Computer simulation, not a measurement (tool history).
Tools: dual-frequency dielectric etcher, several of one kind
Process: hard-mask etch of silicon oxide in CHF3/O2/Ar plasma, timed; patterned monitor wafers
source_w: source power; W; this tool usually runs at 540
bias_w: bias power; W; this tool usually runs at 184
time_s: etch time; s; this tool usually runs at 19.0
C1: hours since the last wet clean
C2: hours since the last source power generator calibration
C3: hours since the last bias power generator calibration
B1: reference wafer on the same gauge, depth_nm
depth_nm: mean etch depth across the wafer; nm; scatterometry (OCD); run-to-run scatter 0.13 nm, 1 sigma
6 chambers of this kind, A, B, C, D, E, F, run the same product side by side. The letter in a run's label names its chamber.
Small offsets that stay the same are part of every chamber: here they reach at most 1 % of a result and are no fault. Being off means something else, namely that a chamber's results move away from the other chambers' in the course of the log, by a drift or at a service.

{"run": "1D", "hour": 3.2, "source_w": 540, "bias_w": 184, "time_s": 19.0, "C1": 423.2, "C2": 799.1, "C3": 1590.4, "B1": 31.177, "depth_nm": 36.345}
{"run": "2A", "hour": 6.5, "source_w": 540, "bias_w": 184, "time_s": 19.0, "C1": 220.4, "C2": 3034.3, "C3": 1855.8, "B1": 31.178, "depth_nm": 36.186}
{"run": "3F", "hour": 12.1, "source_w": 540, "bias_w": 184, "time_s": 19.0, "C1": 441.7, "C2": 2711.3, "C3": 2819.3, "B1": 31.21, "depth_nm": 36.147}
{"run": "4E", "hour": 17.1, "source_w": 540, "bias_w": 184, "time_s": 19.0, "C1": 116.3, "C2": 3707.8, "C3": 1920.9, "B1": 31.202, "depth_nm": 36.504}
{"hour": 17.6, "done": "chamber F: wet clean of the chamber"}
{"run": "5B", "hour": 20.1, "source_w": 540, "bias_w": 184, "time_s": 19.0, "C1": 413.0, "C2": 1655.7, "C3": 2029.2, "B1": 31.204, "depth_nm": 36.294}
{"run": "6C", "hour": 24.0, "source_w": 540, "bias_w": 184, "time_s": 19.0, "C1": 470.0, "C2": 991.4, "C3": 161.5, "B1": 31.195, "depth_nm": 36.476}
{"hour": 28.6, "done": "chamber B: bias power generator calibrated"}
{"run": "7B", "hour": 29.6, "source_w": 540, "bias_w": 184, "time_s": 19.0, "C1": 422.5, "C2": 1665.2, "C3": 1.0, "B1": 31.183, "depth_nm": 36.387}
{"run": "8A", "hour": 35.8, "source_w": 540, "bias_w": 184, "time_s": 19.0, "C1": 249.7, "C2": 3063.6, "C3": 1885.1, "B1": 31.199, "depth_nm": 36.057}
{"run": "9E", "hour": 39.8, "source_w": 540, "bias_w": 184, "time_s": 19.0, "C1": 139.0, "C2": 3730.5, "C3": 1943.6, "B1": 31.207, "depth_nm": 36.423}
{"run": "10C", "hour": 44.5, "source_w": 540, "bias_w": 184, "time_s": 19.0, "C1": 490.5, "C2": 1011.9, "C3": 182.0, "B1": 31.202, "depth_nm": 36.642}
{"run": "11D", "hour": 49.9, "source_w": 540, "bias_w": 184, "time_s": 19.0, "C1": 469.9, "C2": 845.8, "C3": 1637.1, "B1": 31.213, "depth_nm": 36.463}
{"hour": 52.1, "done": "chamber C: wet clean of the chamber"}
{"run": "12F", "hour": 54.3, "source_w": 540, "bias_w": 184, "time_s": 19.0, "C1": 36.7, "C2": 2753.5, "C3": 2861.5, "B1": 31.192, "depth_nm": 36.275}
{"run": "13F", "hour": 57.6, "source_w": 540, "bias_w": 184, "time_s": 19.0, "C1": 40.0, "C2": 2756.8, "C3": 2864.8, "B1": 31.186, "depth_nm": 36.322}
{"run": "14A", "hour": 60.8, "source_w": 540, "bias_w": 184, "time_s": 19.0, "C1": 274.7, "C2": 3088.6, "C3": 1910.1, "B1": 31.178, "depth_nm": 36.14}
{"run": "15C", "hour": 64.5, "source_w": 540, "bias_w": 184, "time_s": 19.0, "C1": 12.5, "C2": 1031.9, "C3": 202.0, "B1": 31.209, "depth_nm": 36.569}
{"run": "16D", "hour": 68.4, "source_w": 540, "bias_w": 184, "time_s": 19.0, "C1": 488.4, "C2": 864.3, "C3": 1655.6, "B1": 31.223, "depth_nm": 36.721}
{"run": "17E", "hour": 71.1, "source_w": 540, "bias_w": 184, "time_s": 19.0, "C1": 170.3, "C2": 3761.8, "C3": 1974.9, "B1": 31.2, "depth_nm": 36.532}
{"run": "18B", "hour": 74.9, "source_w": 540, "bias_w": 184, "time_s": 19.0, "C1": 467.8, "C2": 1710.5, "C3": 46.3, "B1": 31.215, "depth_nm": 36.147}
{"run": "19A", "hour": 78.3, "source_w": 480, "bias_w": 184, "time_s": 19.0, "C1": 292.2, "C2": 3106.1, "C3": 1927.6, "B1": 31.206, "depth_nm": 34.537}
{"run": "20B", "hour": 82.5, "source_w": 480, "bias_w": 184, "time_s": 19.0, "C1": 475.4, "C2": 1718.1, "C3": 53.9, "B1": 31.171, "depth_nm": 34.847}
{"run": "21C", "hour": 88.0, "source_w": 480, "bias_w": 184, "time_s": 19.0, "C1": 36.0, "C2": 1055.4, "C3": 225.5, "B1": 31.207, "depth_nm": 35.103}
{"run": "22D", "hour": 92.9, "source_w": 480, "bias_w": 184, "time_s": 19.0, "C1": 512.9, "C2": 888.8, "C3": 1680.1, "B1": 31.189, "depth_nm": 35.364}
{"run": "23F", "hour": 96.6, "source_w": 480, "bias_w": 184, "time_s": 19.0, "C1": 79.0, "C2": 2795.8, "C3": 2903.8, "B1": 31.182, "depth_nm": 34.693}
{"run": "24E", "hour": 101.7, "source_w": 480, "bias_w": 184, "time_s": 19.0, "C1": 200.9, "C2": 3792.4, "C3": 2005.5, "B1": 31.209, "depth_nm": 34.7}
{"run": "25F", "hour": 104.6, "source_w": 540, "bias_w": 184, "time_s": 19.0, "C1": 87.0, "C2": 2803.8, "C3": 2911.8, "B1": 31.183, "depth_nm": 36.238}
{"run": "26B", "hour": 108.3, "source_w": 540, "bias_w": 184, "time_s": 19.0, "C1": 501.2, "C2": 1743.9, "C3": 79.7, "B1": 31.22, "depth_nm": 36.52}
{"run": "27C", "hour": 112.7, "source_w": 540, "bias_w": 184, "time_s": 22.5, "C1": 60.7, "C2": 1080.1, "C3": 250.2, "B1": 31.217, "depth_nm": 43.663}
{"run": "28D", "hour": 116.4, "source_w": 540, "bias_w": 184, "time_s": 22.5, "C1": 536.4, "C2": 912.3, "C3": 1703.6, "B1": 31.207, "depth_nm": 44.173}
{"run": "29E", "hour": 120.4, "source_w": 540, "bias_w": 184, "time_s": 22.5, "C1": 219.6, "C2": 3811.1, "C3": 2024.2, "B1": 31.176, "depth_nm": 42.684}
{"run": "30A", "hour": 124.6, "source_w": 540, "bias_w": 184, "time_s": 22.5, "C1": 338.5, "C2": 3152.4, "C3": 1973.9, "B1": 31.228, "depth_nm": 42.798}
{"run": "31A", "hour": 130.4, "source_w": 540, "bias_w": 184, "time_s": 22.5, "C1": 344.3, "C2": 3158.2, "C3": 1979.7, "B1": 31.182, "depth_nm": 42.747}
{"hour": 131.9, "done": "chamber E: source power generator calibrated"}
{"run": "32F", "hour": 136.1, "source_w": 540, "bias_w": 184, "time_s": 22.5, "C1": 118.5, "C2": 2835.3, "C3": 2943.3, "B1": 31.229, "depth_nm": 42.802}
{"run": "33D", "hour": 139.2, "source_w": 540, "bias_w": 184, "time_s": 19.0, "C1": 559.2, "C2": 935.1, "C3": 1726.4, "B1": 31.228, "depth_nm": 37.339}
{"run": "34E", "hour": 145.4, "source_w": 470, "bias_w": 150, "time_s": 19.0, "C1": 244.6, "C2": 13.6, "C3": 2049.2, "B1": 31.213, "depth_nm": 32.316}
{"run": "35C", "hour": 151.6, "source_w": 470, "bias_w": 150, "time_s": 19.0, "C1": 99.6, "C2": 1119.0, "C3": 289.1, "B1": 31.212, "depth_nm": 32.636}
{"run": "36B", "hour": 154.4, "source_w": 470, "bias_w": 150, "time_s": 19.0, "C1": 547.3, "C2": 1790.0, "C3": 125.8, "B1": 31.187, "depth_nm": 32.265}
{"run": "37F", "hour": 157.2, "source_w": 470, "bias_w": 150, "time_s": 19.0, "C1": 139.6, "C2": 2856.4, "C3": 2964.4, "B1": 31.187, "depth_nm": 31.975}
{"run": "38E", "hour": 160.7, "source_w": 470, "bias_w": 150, "time_s": 19.0, "C1": 259.9, "C2": 28.9, "C3": 2064.5, "B1": 31.2, "depth_nm": 32.444}
{"run": "39A", "hour": 165.3, "source_w": 470, "bias_w": 150, "time_s": 19.0, "C1": 379.2, "C2": 3193.1, "C3": 2014.6, "B1": 31.195, "depth_nm": 31.965}
{"run": "40B", "hour": 169.6, "source_w": 540, "bias_w": 184, "time_s": 19.0, "C1": 562.5, "C2": 1805.2, "C3": 141.0, "B1": 31.214, "depth_nm": 36.307}
{"run": "41C", "hour": 174.3, "source_w": 540, "bias_w": 228, "time_s": 20.5, "C1": 122.3, "C2": 1141.7, "C3": 311.8, "B1": 31.225, "depth_nm": 42.451}

Each of the 6 chambers runs these same settings next. Fill in every chamber's results:
{"run": "42A", "hour": 178.8, "source_w": 540, "bias_w": 184, "time_s": 13.5, "depth_nm": "?"}
{"run": "42B", "hour": 178.8, "source_w": 540, "bias_w": 184, "time_s": 13.5, "depth_nm": "?"}
{"run": "42C", "hour": 178.8, "source_w": 540, "bias_w": 184, "time_s": 13.5, "depth_nm": "?"}
{"run": "42D", "hour": 178.8, "source_w": 540, "bias_w": 184, "time_s": 13.5, "depth_nm": "?"}
{"run": "42E", "hour": 178.8, "source_w": 540, "bias_w": 184, "time_s": 13.5, "depth_nm": "?"}
{"run": "42F", "hour": 178.8, "source_w": 540, "bias_w": 184, "time_s": 13.5, "depth_nm": "?"}

run=42A depth_nm=25.768
run=42B depth_nm=25.764
run=42C depth_nm=26.083
run=42D depth_nm=26.747
run=42E depth_nm=25.709
run=42F depth_nm=25.841
